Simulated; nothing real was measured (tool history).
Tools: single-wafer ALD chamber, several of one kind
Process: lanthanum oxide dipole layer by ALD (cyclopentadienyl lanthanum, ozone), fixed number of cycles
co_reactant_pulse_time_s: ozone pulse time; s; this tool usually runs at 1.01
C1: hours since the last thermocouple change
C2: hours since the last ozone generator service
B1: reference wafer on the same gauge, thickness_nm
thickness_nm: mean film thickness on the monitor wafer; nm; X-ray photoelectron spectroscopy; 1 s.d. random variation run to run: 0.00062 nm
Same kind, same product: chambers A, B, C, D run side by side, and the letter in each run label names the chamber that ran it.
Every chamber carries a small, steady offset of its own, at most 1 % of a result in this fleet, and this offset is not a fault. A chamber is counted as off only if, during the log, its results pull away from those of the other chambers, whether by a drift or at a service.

{"run": "1A", "hour": 5.6, "co_reactant_pulse_time_s": 1.01, "C1": 460.1, "C2": 332.8, "B1": 0.42005, "thickness_nm": 0.49729}
{"run": "2D", "hour": 13.5, "co_reactant_pulse_time_s": 1.01, "C1": 1403.7, "C2": 41.7, "B1": 0.42019, "thickness_nm": 0.5009}
{"run": "3B", "hour": 20.9, "co_reactant_pulse_time_s": 1.01, "C1": 1625.1, "C2": 1501.8, "B1": 0.42017, "thickness_nm": 0.4974}
{"run": "4C", "hour": 27.1, "co_reactant_pulse_time_s": 1.01, "C1": 687.2, "C2": 660.5, "B1": 0.4203, "thickness_nm": 0.5016}
{"run": "5A", "hour": 34.2, "co_reactant_pulse_time_s": 1.01, "C1": 488.7, "C2": 361.4, "B1": 0.42034, "thickness_nm": 0.49883}
{"run": "6D", "hour": 41.1, "co_reactant_pulse_time_s": 1.01, "C1": 1431.3, "C2": 69.3, "B1": 0.42047, "thickness_nm": 0.50079}
{"run": "7B", "hour": 48.1, "co_reactant_pulse_time_s": 1.01, "C1": 1652.3, "C2": 1529.0, "B1": 0.42063, "thickness_nm": 0.49706}
{"run": "8C", "hour": 53.7, "co_reactant_pulse_time_s": 1.01, "C1": 713.8, "C2": 687.1, "B1": 0.42053, "thickness_nm": 0.50139}
{"run": "9A", "hour": 62.9, "co_reactant_pulse_time_s": 1.01, "C1": 517.4, "C2": 390.1, "B1": 0.42072, "thickness_nm": 0.49978}
{"run": "10B", "hour": 69.0, "co_reactant_pulse_time_s": 1.01, "C1": 1673.2, "C2": 1549.9, "B1": 0.42071, "thickness_nm": 0.49667}
{"run": "11C", "hour": 75.6, "co_reactant_pulse_time_s": 1.24, "C1": 735.7, "C2": 709.0, "B1": 0.42091, "thickness_nm": 0.52955}
{"run": "12D", "hour": 85.1, "co_reactant_pulse_time_s": 1.24, "C1": 1475.3, "C2": 113.3, "B1": 0.42101, "thickness_nm": 0.5286}
{"run": "13D", "hour": 93.5, "co_reactant_pulse_time_s": 1.24, "C1": 1483.7, "C2": 121.7, "B1": 0.42095, "thickness_nm": 0.52818}
{"run": "14B", "hour": 101.4, "co_reactant_pulse_time_s": 1.24, "C1": 1705.6, "C2": 1582.3, "B1": 0.42111, "thickness_nm": 0.52654}
{"run": "15A", "hour": 108.4, "co_reactant_pulse_time_s": 1.01, "C1": 562.9, "C2": 435.6, "B1": 0.421, "thickness_nm": 0.50099}
{"run": "16C", "hour": 113.9, "co_reactant_pulse_time_s": 1.16, "C1": 774.0, "C2": 747.3, "B1": 0.42133, "thickness_nm": 0.52143}
{"run": "17B", "hour": 123.7, "co_reactant_pulse_time_s": 1.16, "C1": 1727.9, "C2": 1604.6, "B1": 0.42136, "thickness_nm": 0.51845}
{"run": "18A", "hour": 128.5, "co_reactant_pulse_time_s": 1.16, "C1": 583.0, "C2": 455.7, "B1": 0.42152, "thickness_nm": 0.51993}
{"run": "19D", "hour": 137.2, "co_reactant_pulse_time_s": 1.16, "C1": 1527.4, "C2": 165.4, "B1": 0.42153, "thickness_nm": 0.5206}
{"run": "20C", "hour": 147.1, "co_reactant_pulse_time_s": 1.01, "C1": 807.2, "C2": 780.5, "B1": 0.4217, "thickness_nm": 0.50189}
{"run": "21D", "hour": 152.3, "co_reactant_pulse_time_s": 0.63, "C1": 1542.5, "C2": 180.5, "B1": 0.4217, "thickness_nm": 0.4156}
{"run": "22B", "hour": 157.4, "co_reactant_pulse_time_s": 0.63, "C1": 1761.6, "C2": 1638.3, "B1": 0.42165, "thickness_nm": 0.40683}
{"run": "23C", "hour": 165.2, "co_reactant_pulse_time_s": 0.63, "C1": 825.3, "C2": 798.6, "B1": 0.42173, "thickness_nm": 0.41391}
{"run": "24A", "hour": 172.1, "co_reactant_pulse_time_s": 0.63, "C1": 626.6, "C2": 499.3, "B1": 0.42184, "thickness_nm": 0.41579}
{"run": "25C", "hour": 178.3, "co_reactant_pulse_time_s": 1.01, "C1": 838.4, "C2": 811.7, "B1": 0.42177, "thickness_nm": 0.50302}
{"run": "26A", "hour": 185.9, "co_reactant_pulse_time_s": 1.01, "C1": 640.4, "C2": 513.1, "B1": 0.42205, "thickness_nm": 0.50047}
{"run": "27B", "hour": 192.2, "co_reactant_pulse_time_s": 1.01, "C1": 1796.4, "C2": 1673.1, "B1": 0.42209, "thickness_nm": 0.49894}

One chamber off, gauge drift, or nothing amiss beyond the chambers' own small offsets? If it is a chamber, which one, and what is the likeliest cause?

Gauge drift. The chambers move together only on paper, and none stands off.
Most likely cause: gauge reads high (%) = 0.514.

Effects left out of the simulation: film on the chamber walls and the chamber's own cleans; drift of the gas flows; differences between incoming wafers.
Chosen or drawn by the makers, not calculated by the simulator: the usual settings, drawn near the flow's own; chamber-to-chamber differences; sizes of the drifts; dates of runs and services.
